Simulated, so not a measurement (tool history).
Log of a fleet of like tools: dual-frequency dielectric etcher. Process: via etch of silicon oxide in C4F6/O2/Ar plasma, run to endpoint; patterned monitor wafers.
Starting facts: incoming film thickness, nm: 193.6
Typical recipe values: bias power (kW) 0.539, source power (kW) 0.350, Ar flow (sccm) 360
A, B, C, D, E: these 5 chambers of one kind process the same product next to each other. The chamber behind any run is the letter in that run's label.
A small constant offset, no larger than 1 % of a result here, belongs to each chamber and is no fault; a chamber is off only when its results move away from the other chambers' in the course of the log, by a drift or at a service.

| run | hour | bias power (kW) | source power (kW) | Ar flow (sccm) | hours since the last wet clean | hours since the last bias power generator calibration | hours since the last source power generator calibration | hours since the last Ar flow controller change | endpoint time (s) |
|---|---|---|---|---|---|---|---|---|---|
| 1C | 13.3 | 0.539 | 0.350 | 360 | 279.9 | 685.2 | 1240.8 | 795.7 | 44.303 |
| 2E | 21.9 | 0.539 | 0.350 | 360 | 235.0 | 1007.7 | 2156.0 | 3408.1 | 44.199 |
| 3D | 34.3 | 0.539 | 0.350 | 360 | 80.6 | 3213.0 | 2117.2 | 2628.6 | 44.535 |
| 4A | 45.6 | 0.539 | 0.350 | 360 | 92.5 | 3883.1 | 2001.5 | 127.8 | 44.742 |
| 5B | 53.3 | 0.539 | 0.350 | 360 | 511.2 | 1085.7 | 1568.2 | 3927.0 | 44.074 |
| 6D | 60.8 | 0.539 | 0.350 | 360 | 107.1 | 3239.5 | 2143.7 | 2655.1 | 44.487 |
| 7A | 73.3 | 0.539 | 0.350 | 360 | 120.2 | 3910.8 | 2029.2 | 155.5 | 44.622 |
|  | 75.1 | chamber B: wet clean of the chamber |
| 8C | 83.2 | 0.539 | 0.350 | 274 | 349.8 | 755.1 | 1310.7 | 865.6 | 43.039 |
| 9B | 95.6 | 0.539 | 0.350 | 274 | 20.6 | 1128.0 | 1610.5 | 3969.3 | 43.045 |
| 10E | 105.6 | 0.539 | 0.350 | 274 | 318.7 | 1091.4 | 2239.7 | 3491.8 | 42.855 |
| 11B | 117.3 | 0.539 | 0.350 | 274 | 42.3 | 1149.7 | 1632.2 | 3991.0 | 42.588 |
| 12E | 128.1 | 0.539 | 0.350 | 274 | 341.2 | 1113.9 | 2262.2 | 3514.3 | 42.950 |
| 13C | 139.6 | 0.539 | 0.350 | 360 | 406.2 | 811.5 | 1367.1 | 922.0 | 44.761 |
| 14D | 147.5 | 0.539 | 0.350 | 360 | 193.8 | 3326.2 | 2230.4 | 2741.8 | 44.656 |
| 15A | 160.1 | 0.539 | 0.350 | 360 | 207.0 | 3997.6 | 2116.0 | 242.3 | 44.487 |
|  | 167.6 | chamber E: wet clean of the chamber |
| 16A | 170.9 | 0.539 | 0.350 | 360 | 217.8 | 4008.4 | 2126.8 | 253.1 | 44.295 |
| 17C | 184.4 | 0.539 | 0.300 | 438 | 451.0 | 856.3 | 1411.9 | 966.8 | 48.144 |
| 18B | 191.8 | 0.539 | 0.300 | 438 | 116.8 | 1224.2 | 1706.7 | 4065.5 | 47.688 |
|  | 199.7 | chamber C: wet clean of the chamber |
| 19E | 200.2 | 0.539 | 0.300 | 438 | 32.7 | 1186.0 | 2334.3 | 3586.4 | 48.108 |
| 20D | 207.5 | 0.539 | 0.300 | 438 | 253.8 | 3386.2 | 2290.4 | 2801.8 | 48.042 |
|  | 210.5 | chamber B: source power generator calibrated |
| 21C | 217.5 | 0.539 | 0.300 | 438 | 17.9 | 889.4 | 1445.0 | 999.9 | 49.947 |
| 22E | 226.9 | 0.539 | 0.350 | 360 | 59.4 | 1212.7 | 2361.0 | 3613.1 | 44.297 |
| 23D | 234.9 | 0.539 | 0.350 | 360 | 281.2 | 3413.6 | 2317.8 | 2829.2 | 44.915 |
| 24A | 244.2 | 0.539 | 0.350 | 360 | 291.1 | 4081.7 | 2200.1 | 326.4 | 44.393 |
| 25B | 257.0 | 0.539 | 0.350 | 360 | 182.0 | 1289.4 | 46.5 | 4130.7 | 44.064 |
| 26E | 266.1 | 0.539 | 0.350 | 360 | 98.6 | 1251.9 | 2400.2 | 3652.3 | 44.415 |
|  | 266.7 | chamber B: Ar flow controller replaced |
|  | 268.2 | chamber D: bias power generator calibrated |
| 27D | 276.3 | 0.539 | 0.350 | 360 | 322.6 | 8.2 | 2359.2 | 2870.6 | 44.646 |
| 28A | 283.8 | 0.539 | 0.350 | 360 | 330.7 | 4121.3 | 2239.7 | 366.0 | 44.260 |
| 29B | 293.5 | 0.539 | 0.350 | 360 | 218.5 | 1325.9 | 83.0 | 26.8 | 44.044 |
| 30C | 306.4 | 0.539 | 0.350 | 360 | 106.8 | 978.3 | 1533.9 | 1088.8 | 46.071 |
| 31C | 314.4 | 0.539 | 0.350 | 360 | 114.8 | 986.3 | 1541.9 | 1096.8 | 46.264 |
| 32A | 320.6 | 0.539 | 0.350 | 360 | 367.5 | 4158.1 | 2276.5 | 402.8 | 44.267 |
| 33B | 333.2 | 0.539 | 0.350 | 360 | 258.2 | 1365.6 | 122.7 | 66.5 | 44.210 |
| 34E | 340.5 | 0.539 | 0.350 | 360 | 173.0 | 1326.3 | 2474.6 | 3726.7 | 44.227 |
| 35D | 353.4 | 0.539 | 0.350 | 360 | 399.7 | 85.3 | 2436.3 | 2947.7 | 44.509 |
| 36C | 362.2 | 0.539 | 0.350 | 360 | 162.6 | 1034.1 | 1589.7 | 1144.6 | 46.321 |
| 37D | 369.3 | 0.452 | 0.350 | 360 | 415.6 | 101.2 | 2452.2 | 2963.6 | 47.553 |

Is one chamber out of step, is the gauge drifting, or do the chambers differ by no more than their own small offsets? For an off chamber, give its letter and the likeliest cause.

Chamber C has stood off from the others ever since a service on it.
Cause: etch rate under this chamber's usual, % = 3.81.

Chamber C could run next with any of the 4 candidate recipes listed below; each alters the usual settings, and their results appear as question marks. Which one brings its results back in line with what the other chambers deliver on the usual settings?
In-line tolerance around the mean of the other chambers on the usual settings: endpoint time (s) 0.540
| 38C-1 | 379.1 | 0.539 | 0.350 | 252 |  |  |  |  | ? |
| 38C-2 | 379.1 | 0.539 | 0.410 | 343 |  |  |  |  | ? |
| 38C-3 | 379.1 | 0.539 | 0.290 | 360 |  |  |  |  | ? |
| 38C-4 | 379.1 | 0.510 | 0.330 | 366 |  |  |  |  | ? |

The mean the other chambers reach with the usual settings: endpoint time (s) 44.344
| run | endpoint time (s) |
|---|---|
| 38C-1 | 44.356 |
| 38C-2 | 43.296 |
| 38C-3 | 49.523 |
| 38C-4 | 48.273 |
The answer is 38C-1, which returns the chamber to within the allowed miss of the others.
